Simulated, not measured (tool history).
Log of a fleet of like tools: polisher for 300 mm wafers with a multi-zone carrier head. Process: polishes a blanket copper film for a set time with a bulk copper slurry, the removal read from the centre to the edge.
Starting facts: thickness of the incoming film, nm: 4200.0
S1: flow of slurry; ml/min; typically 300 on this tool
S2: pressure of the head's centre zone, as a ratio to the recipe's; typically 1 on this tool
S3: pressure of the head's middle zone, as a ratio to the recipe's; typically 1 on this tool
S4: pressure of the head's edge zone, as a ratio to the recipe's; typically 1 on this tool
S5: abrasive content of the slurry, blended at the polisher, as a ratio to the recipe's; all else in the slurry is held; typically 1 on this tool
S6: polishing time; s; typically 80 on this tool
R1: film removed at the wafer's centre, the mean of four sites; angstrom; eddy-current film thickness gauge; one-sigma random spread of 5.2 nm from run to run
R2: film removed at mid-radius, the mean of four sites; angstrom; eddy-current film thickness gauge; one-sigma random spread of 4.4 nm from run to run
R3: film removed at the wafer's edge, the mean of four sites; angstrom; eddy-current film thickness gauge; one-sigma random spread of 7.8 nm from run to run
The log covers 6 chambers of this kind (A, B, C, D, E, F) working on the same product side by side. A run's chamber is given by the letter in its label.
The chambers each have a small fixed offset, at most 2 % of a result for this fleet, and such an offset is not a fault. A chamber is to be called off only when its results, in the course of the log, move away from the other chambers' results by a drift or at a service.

Run 1E, hour 1.9: usual settings. Result: R1 7275.5 angstrom, R2 7431.5 angstrom, R3 7494.5 angstrom.
Run 2B, hour 4.5: usual settings. Result: R1 7439.2 angstrom, R2 7397.3 angstrom, R3 7507.3 angstrom.
At hour 5.3: chamber A: worn pad replaced by a new one.
At hour 6.3: chamber B: worn pad replaced by a new one.
Run 3D, hour 8.7: usual settings. Result: R1 7337.4 angstrom, R2 7345.1 angstrom, R3 7373.2 angstrom.
Run 4A, hour 10.8: usual settings. Result: R1 7385.4 angstrom, R2 7525.7 angstrom, R3 7489.7 angstrom.
Run 5F, hour 13: usual settings. Result: R1 7527.4 angstrom, R2 7356.5 angstrom, R3 7493.3 angstrom.
At hour 15.6: chamber A: slurry nozzle cleaned.
At hour 16.2: chamber E: centre zone pressure recalibrated.
Run 6C, hour 17.1: usual settings but S2 0.92, S5 0.75. Result: R1 6338.1 angstrom, R2 6874.8 angstrom, R3 6971.3 angstrom.
Run 7A, hour 21.1: usual settings but S2 0.92, S5 0.75. Result: R1 6455.9 angstrom, R2 7021.7 angstrom, R3 7026.9 angstrom.
Run 8E, hour 23.7: usual settings but S2 0.92, S5 0.75. Result: R1 6281.4 angstrom, R2 7021.2 angstrom, R3 6919.3 angstrom.
Run 9D, hour 26.7: usual settings but S2 0.92, S5 0.75. Result: R1 6276.9 angstrom, R2 6865.7 angstrom, R3 7142.6 angstrom.
At hour 28.5: chamber B: slurry nozzle cleaned.
Run 10C, hour 31: usual settings but S2 0.92, S5 0.75. Result: R1 6348.8 angstrom, R2 6920.3 angstrom, R3 6907.1 angstrom.
Run 11F, hour 33.7: usual settings but S2 0.92, S5 0.75. Result: R1 6496.9 angstrom, R2 6905.5 angstrom, R3 6979.7 angstrom.
Run 12B, hour 37.6: usual settings. Result: R1 7437.3 angstrom, R2 7404.3 angstrom, R3 7401.8 angstrom.
At hour 38: chamber C: worn pad replaced by a new one.
Run 13F, hour 40.5: usual settings. Result: R1 7524 angstrom, R2 7286.2 angstrom, R3 7455.5 angstrom.
Run 14D, hour 43.3: usual settings. Result: R1 7440.8 angstrom, R2 7367.4 angstrom, R3 7379.7 angstrom.
At hour 45: chamber F: worn pad replaced by a new one.
Run 15B, hour 47.6: usual settings but S2 1.09. Result: R1 8110.7 angstrom, R2 7328.3 angstrom, R3 7372.1 angstrom.
Run 16E, hour 50.9: usual settings but S2 1.09. Result: R1 8131.7 angstrom, R2 7456.1 angstrom, R3 7289.3 angstrom.
Run 17A, hour 53.8: usual settings but S2 1.09. Result: R1 8210.3 angstrom, R2 7486.8 angstrom, R3 7354.2 angstrom.
Run 18C, hour 56.6: usual settings but S2 1.09. Result: R1 8131.9 angstrom, R2 7285.8 angstrom, R3 7412.3 angstrom.
Run 19C, hour 59.9: usual settings but S2 1.09. Result: R1 8139.3 angstrom, R2 7397.6 angstrom, R3 7438.9 angstrom.
Run 20E, hour 63.7: usual settings but S2 1.09. Result: R1 8105 angstrom, R2 7461.3 angstrom, R3 7519.9 angstrom.
Run 21A, hour 66.4: usual settings. Result: R1 7389.8 angstrom, R2 7476.8 angstrom, R3 7356.4 angstrom.
Run 22D, hour 70.7: usual settings. Result: R1 7294.3 angstrom, R2 7404.3 angstrom, R3 7492.5 angstrom.
At hour 71.2: chamber E: worn pad replaced by a new one.
Run 23B, hour 73.6: usual settings. Result: R1 7374.8 angstrom, R2 7383.1 angstrom, R3 7462.5 angstrom.
Run 24F, hour 77.7: usual settings. Result: R1 7407.1 angstrom, R2 7263.5 angstrom, R3 7519 angstrom.
Run 25A, hour 80.6: usual settings. Result: R1 7503.2 angstrom, R2 7509.5 angstrom, R3 7512.6 angstrom.
Run 26F, hour 83.1: usual settings but S1 365 ml/min. Result: R1 7657.2 angstrom, R2 7481 angstrom, R3 7562.7 angstrom.
Run 27B, hour 86.8: usual settings but S1 365 ml/min. Result: R1 7571.4 angstrom, R2 7506.9 angstrom, R3 7664.2 angstrom.
Run 28D, hour 88.8: usual settings but S1 365 ml/min. Result: R1 7422.3 angstrom, R2 7490.2 angstrom, R3 7519.5 angstrom.
Run 29C, hour 91.4: usual settings but S1 365 ml/min. Result: R1 7631.8 angstrom, R2 7435.5 angstrom, R3 7418.7 angstrom.
At hour 91.5: chamber D: slurry nozzle cleaned.
Run 30E, hour 93.5: usual settings but S1 365 ml/min. Result: R1 7459 angstrom, R2 7542.9 angstrom, R3 7671.5 angstrom.
At hour 94.3: chamber C: worn pad replaced by a new one.
Run 31F, hour 96.5: usual settings but S1 365 ml/min. Result: R1 7662 angstrom, R2 7384.5 angstrom, R3 7564.6 angstrom.
Run 32A, hour 99.6: usual settings. Result: R1 7361.3 angstrom, R2 7499.1 angstrom, R3 7433.6 angstrom.
Run 33E, hour 101.6: usual settings. Result: R1 7356.3 angstrom, R2 7364 angstrom, R3 7432.4 angstrom.
At hour 103.6: chamber B: worn pad replaced by a new one.
Run 34D, hour 105.9: usual settings. Result: R1 7458.5 angstrom, R2 7351.6 angstrom, R3 7434.5 angstrom.
At hour 108.6: chamber A: edge zone pressure recalibrated.
Run 35C, hour 110.1: usual settings but S3 0.94, S4 0.9. Result: R1 7385.5 angstrom, R2 6910.2 angstrom, R3 6985.2 angstrom.
At hour 111.8: chamber D: worn pad replaced by a new one.
At hour 113.3: chamber A: worn pad replaced by a new one.
Run 36B, hour 113.3: usual settings but S3 0.94, S4 0.9. Result: R1 7401.8 angstrom, R2 7008.2 angstrom, R3 7062.6 angstrom.
Run 37D, hour 115.3: usual settings but S3 0.94, S4 0.9. Result: R1 7293.3 angstrom, R2 7042.1 angstrom, R3 7164 angstrom.
Run 38A, hour 118.2: usual settings but S3 0.94, S4 0.9. Result: R1 7351.8 angstrom, R2 6997.8 angstrom, R3 7119.2 angstrom.
Run 39C, hour 122.4: usual settings but S3 0.94, S4 0.9. Result: R1 7373.1 angstrom, R2 6983.1 angstrom, R3 7022.3 angstrom.
Run 40B, hour 125.5: usual settings but S3 0.94, S4 0.9. Result: R1 7362.4 angstrom, R2 7044.6 angstrom, R3 7049.1 angstrom.

Is one chamber out of step, is the gauge drifting, or do the chambers differ by no more than their own small offsets? For an off chamber, give its letter and the likeliest cause.

No chamber stands off beyond its own small offset, and the gauge holds steady.
